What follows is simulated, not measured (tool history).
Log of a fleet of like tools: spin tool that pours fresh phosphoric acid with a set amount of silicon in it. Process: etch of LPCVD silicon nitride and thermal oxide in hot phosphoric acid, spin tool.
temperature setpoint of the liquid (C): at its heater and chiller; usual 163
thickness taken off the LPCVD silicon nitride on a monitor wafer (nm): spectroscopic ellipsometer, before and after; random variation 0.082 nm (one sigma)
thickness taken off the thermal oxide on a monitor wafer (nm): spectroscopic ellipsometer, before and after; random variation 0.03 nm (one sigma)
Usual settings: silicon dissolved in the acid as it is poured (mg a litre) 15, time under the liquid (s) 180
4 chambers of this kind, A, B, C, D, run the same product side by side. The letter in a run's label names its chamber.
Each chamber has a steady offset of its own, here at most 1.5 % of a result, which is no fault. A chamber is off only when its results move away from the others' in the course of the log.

run,hour,temperature setpoint of the liquid (C),silicon dissolved in the acid as it is poured (mg a litre),time under the liquid (s),"read-back film thickness of the LPCVD silicon nitride reference wafer, read on the same gauge (nm)","read-back film thickness of the thermal oxide reference wafer, read on the same gauge (nm)",thickness taken off the LPCVD silicon nitride on a monitor wafer (nm),thickness taken off the thermal oxide on a monitor wafer (nm)
1D,6.8,163,15,180,140.04,40.052,15.944,0.46459
# hour 7.2: chamber D: dissolved silicon flow meter replaced
# hour 7.5: chamber A: thermometer replaced
2C,10.9,163,15,180,139.97,39.973,15.577,0.48409
3B,17.5,163,15,180,139.99,40.003,15.897,0.45416
4A,22.4,163,15,180,140.01,39.995,15.796,0.42694
5C,27.2,163,15,245,139.98,40.015,21.355,0.69298
6A,33.8,163,15,245,140,39.976,21.586,0.62769
# hour 34.5: chamber C: dissolved silicon flow meter replaced
7D,41.4,163,15,245,140.01,39.982,21.523,0.56811
8B,48.5,163,15,245,140.03,40.017,21.61,0.6172
9A,54.8,163,15,180,140.03,39.976,15.73,0.47505
10C,59.2,163,15,180,139.98,40.022,15.671,0.45178
11D,63.5,163,15,180,140.01,39.969,15.909,0.47483
12B,69.8,163,15,180,139.98,39.992,15.867,0.48021
13C,73.3,163,15,180,140.03,40.008,15.544,0.42604
# hour 75.4: chamber B: thermometer replaced
14A,77.7,163,15,180,140.01,40.047,15.535,0.41641
15D,82.5,163,15,180,140.01,40.016,16.038,0.44839
16B,87.2,163,9.5,235,140,40.002,20.549,0.64078
17A,94.9,163,9.5,235,139.98,40.004,20.197,0.65852
18D,102.5,163,9.5,235,140,40.012,20.823,0.64822
19C,109.8,163,9.5,235,139.99,40.019,20.573,0.71234
20B,114.9,163,15,180,140.02,39.973,15.776,0.45765
21D,121,163,15,180,139.99,39.997,15.971,0.40247
22B,127.5,163,15,180,140.01,39.981,15.693,0.42993
23A,133.3,165,5.5,180,140.01,39.99,16.15,0.60729
24C,136.7,165,5.5,180,140,39.995,16.771,0.59296
25C,141,165,5.5,180,140.03,39.947,16.739,0.61952
26D,148.1,165,5.5,180,139.98,40.011,16.971,0.62861
27B,155.5,163,15,180,139.96,39.927,15.625,0.48384
28A,161.3,163,15,180,140.02,39.976,14.888,0.37743
29C,168.1,163,15,180,139.97,39.994,15.628,0.41968

What goes on in this fleet: one chamber off, a drifting gauge, or nothing beyond the chambers' own small offsets? Name the chamber and the cause, if any.

Chamber A drifts away from the others.
Cause: temperature lost on the way to the wafer (K) = 1.7.
The log may not tell that from: liquid colder than its thermometer reads (K).

Here are 4 candidates for chamber A's next run, each the usual settings with a change, their results left as question marks. Which one brings its results back in line with what the others give on the usual settings?
In line means no further than this from the other chambers' mean on the usual settings: thickness taken off the LPCVD silicon nitride on a monitor wafer (nm) 0.29; thickness taken off the thermal oxide on a monitor wafer (nm) 0.1
30A-1,173.6,163,17,170,,,?,?
30A-2,173.6,163,16,175,,,?,?
30A-3,173.6,163,14,185,,,?,?
30A-4,173.6,163,13,190,,,?,?

The other chambers' mean on the usual settings: thickness taken off the LPCVD silicon nitride on a monitor wafer (nm) 15.757; thickness taken off the thermal oxide on a monitor wafer (nm) 0.45276
run,thickness taken off the LPCVD silicon nitride on a monitor wafer (nm),thickness taken off the thermal oxide on a monitor wafer (nm)
30A-1,14.058,0.36631
30A-2,14.472,0.38701
30A-3,15.299,0.4301
30A-4,15.712,0.4525
30A-4 brings the chamber back in line.
